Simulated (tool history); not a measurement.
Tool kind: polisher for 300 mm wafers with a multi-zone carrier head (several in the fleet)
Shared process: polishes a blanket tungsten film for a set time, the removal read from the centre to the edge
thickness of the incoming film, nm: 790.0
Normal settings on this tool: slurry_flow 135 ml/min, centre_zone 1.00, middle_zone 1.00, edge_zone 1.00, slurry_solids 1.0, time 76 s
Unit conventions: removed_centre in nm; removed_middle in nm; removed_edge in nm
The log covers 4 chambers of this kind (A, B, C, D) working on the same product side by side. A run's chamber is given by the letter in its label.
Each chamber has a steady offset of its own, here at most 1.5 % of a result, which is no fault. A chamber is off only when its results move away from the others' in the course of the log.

run	hour	slurry_flow	centre_zone	middle_zone	edge_zone	slurry_solids	time	wafers polished on this pad	hours since the slurry nozzle was cleaned	hours since the centre zone pressure was calibrated	hours since the edge zone pressure was calibrated	removed_centre	removed_middle	removed_edge
1B	7.3	135	1.00	1.00	1.00	1.0	76	1456	222.2	421.8	220.5	260.16	255.97	263.47
# hour 7.5: chamber B: worn pad replaced by a new one
# hour 19.0: chamber C: worn pad replaced by a new one
2C	19.7	135	1.00	1.00	1.00	1.0	76	9	508.7	1124.0	124.6	256.04	253.20	261.63
# hour 28.9: chamber D: centre zone pressure recalibrated
3D	32.6	135	1.00	1.00	1.00	1.0	76	937	361.6	3.8	791.8	257.97	262.51	258.58
4A	47.0	135	1.00	1.00	1.00	1.0	76	865	156.8	393.7	445.6	263.61	258.78	261.59
5A	53.5	135	1.00	1.00	1.00	1.0	76	949	163.3	400.2	452.1	259.77	261.78	258.86
# hour 61.4: chamber D: worn pad replaced by a new one
6C	64.9	135	1.00	1.00	1.00	1.0	76	590	553.9	1169.2	169.8	258.04	258.26	261.37
7D	75.2	135	1.00	1.00	1.00	1.0	76	178	404.2	46.4	834.4	260.32	253.43	256.07
# hour 75.6: chamber C: centre zone pressure recalibrated
# hour 82.9: chamber A: worn pad replaced by a new one
# hour 86.6: chamber D: slurry nozzle cleaned
8B	87.0	135	1.00	1.00	1.00	1.0	76	1021	301.9	501.5	300.2	261.40	258.96	261.43
# hour 97.2: chamber C: slurry nozzle cleaned
9D	98.6	135	1.00	1.00	0.96	1.1	76	478	12.0	69.8	857.8	262.69	268.34	258.92
# hour 100.3: chamber B: centre zone pressure recalibrated
# hour 104.4: chamber B: worn pad replaced by a new one
10B	110.3	135	1.00	1.00	0.96	1.1	76	76	325.2	10.0	323.5	266.88	265.19	257.24
# hour 118.7: chamber C: worn pad replaced by a new one
11A	120.0	135	1.00	1.00	0.96	1.1	76	477	229.8	466.7	518.6	270.47	260.03	255.33
12C	134.2	135	1.00	1.00	0.96	1.1	76	199	37.1	58.7	239.1	264.08	259.20	261.91
13A	146.3	135	1.00	1.00	1.00	1.0	76	815	256.1	493.0	544.9	263.34	251.43	253.55
# hour 148.2: chamber D: worn pad replaced by a new one
14C	157.7	135	1.00	1.00	1.00	1.0	76	501	60.6	82.2	262.6	256.28	261.77	262.62
# hour 164.6: chamber A: worn pad replaced by a new one
15D	170.6	135	1.00	1.00	1.00	1.0	76	288	84.0	141.8	929.8	258.38	251.79	251.82
16B	184.3	135	1.00	1.00	1.00	1.0	76	1026	399.2	84.0	397.5	261.71	254.96	265.69
17B	191.4	135	1.00	1.00	1.00	1.0	76	1118	406.3	91.1	404.6	259.52	257.98	261.89
18A	199.7	135	1.00	1.00	1.00	1.0	76	451	309.5	546.4	598.3	259.38	261.62	259.71
# hour 203.4: chamber C: worn pad replaced by a new one
# hour 206.5: chamber B: worn pad replaced by a new one
19D	208.1	135	1.00	1.00	1.00	1.0	76	769	121.5	179.3	967.3	259.60	254.29	258.37
20C	215.5	135	1.00	1.00	1.00	1.0	76	156	118.4	140.0	320.4	258.96	263.22	263.22
21D	226.2	135	1.00	1.00	1.00	1.0	76	1002	139.6	197.4	985.4	257.89	256.40	253.90
# hour 228.2: chamber D: worn pad replaced by a new one
22C	237.7	135	1.00	1.00	1.00	1.0	76	441	140.6	162.2	342.6	259.72	256.32	258.79
23A	246.5	135	1.00	0.92	1.00	1.0	76	1052	356.3	593.2	645.1	258.82	238.80	254.42
# hour 257.4: chamber A: worn pad replaced by a new one
24B	258.6	135	1.00	0.92	1.00	1.0	76	670	473.5	158.3	471.8	259.09	236.45	262.40
# hour 261.1: chamber A: centre zone pressure recalibrated
25B	266.5	135	1.00	0.92	1.00	1.0	76	771	481.4	166.2	479.7	259.20	242.02	262.41
26C	281.4	135	1.00	0.92	1.00	1.0	76	1003	184.3	205.9	386.3	258.40	241.92	261.11
# hour 287.1: chamber C: worn pad replaced by a new one
27D	291.8	135	1.00	1.00	1.00	1.0	76	818	205.2	263.0	1051.0	258.78	255.65	254.80
# hour 295.5: chamber B: worn pad replaced by a new one
28A	300.3	135	1.00	1.00	1.00	1.0	76	552	410.1	39.3	698.9	284.42	259.30	257.98
# hour 309.7: chamber D: worn pad replaced by a new one
29D	313.1	135	1.00	1.00	1.00	1.0	76	44	226.5	284.3	1072.3	264.05	260.10	252.71
# hour 318.1: chamber A: edge zone pressure recalibrated
30B	320.9	135	1.00	1.00	1.00	1.0	76	327	535.8	220.6	534.1	264.65	264.36	261.47
31A	327.9	135	1.00	1.00	1.00	1.0	76	907	437.7	66.9	9.9	284.58	256.74	258.59
# hour 335.6: chamber D: centre zone pressure recalibrated
32C	336.6	135	1.00	1.00	1.00	1.0	76	636	239.5	261.1	441.5	258.64	259.85	259.16
33D	345.0	135	1.00	1.00	1.00	1.0	76	454	258.4	9.5	1104.2	256.58	253.55	259.35
# hour 354.4: chamber A: worn pad replaced by a new one
34C	359.0	135	1.00	1.00	1.00	1.0	76	924	261.9	283.5	463.9	257.25	258.71	259.71
35A	369.5	135	1.00	1.00	1.00	1.0	76	195	479.3	108.5	51.5	283.99	256.45	258.10
# hour 377.5: chamber C: worn pad replaced by a new one
36B	383.3	135	1.00	1.00	1.00	1.0	76	1129	598.2	283.0	596.5	261.42	261.30	261.79
37B	395.8	135	1.00	1.00	1.00	1.0	76	1289	610.7	295.5	609.0	259.81	259.79	259.48
# hour 397.5: chamber D: worn pad replaced by a new one
38C	407.5	95	1.00	1.00	1.00	1.0	76	386	310.4	332.0	512.4	228.93	239.76	246.32
# hour 408.5: chamber B: worn pad replaced by a new one
39A	417.8	95	1.00	1.00	1.00	1.0	76	815	527.6	156.8	99.8	257.18	237.42	237.87
40D	426.5	95	1.00	1.00	1.00	1.0	76	372	339.9	91.0	1185.7	235.05	238.07	243.80
41C	436.9	95	1.00	1.00	1.00	1.0	76	764	339.8	361.4	541.8	232.78	241.94	240.61
42D	445.1	135	1.00	1.00	1.00	1.0	76	611	358.5	109.6	1204.3	257.63	251.42	259.44
43B	454.3	135	1.00	1.00	1.00	1.0	76	588	669.2	354.0	667.5	261.32	261.87	259.43

The same settings go to every chamber for the next run, one line per chamber below. Forecast the results for each:
44A	465.0	135	0.89	1.00	1.00	1.0	76					?	?	?
44B	465.0	135	0.89	1.00	1.00	1.0	76					?	?	?
44C	465.0	135	0.89	1.00	1.00	1.0	76					?	?	?
44D	465.0	135	0.89	1.00	1.00	1.0	76					?	?	?

run	removed_centre	removed_middle	removed_edge
44A	249.69	258.89	258.89
44B	226.53	260.63	262.59
44C	223.22	257.32	260.70
44D	224.81	260.08	259.54
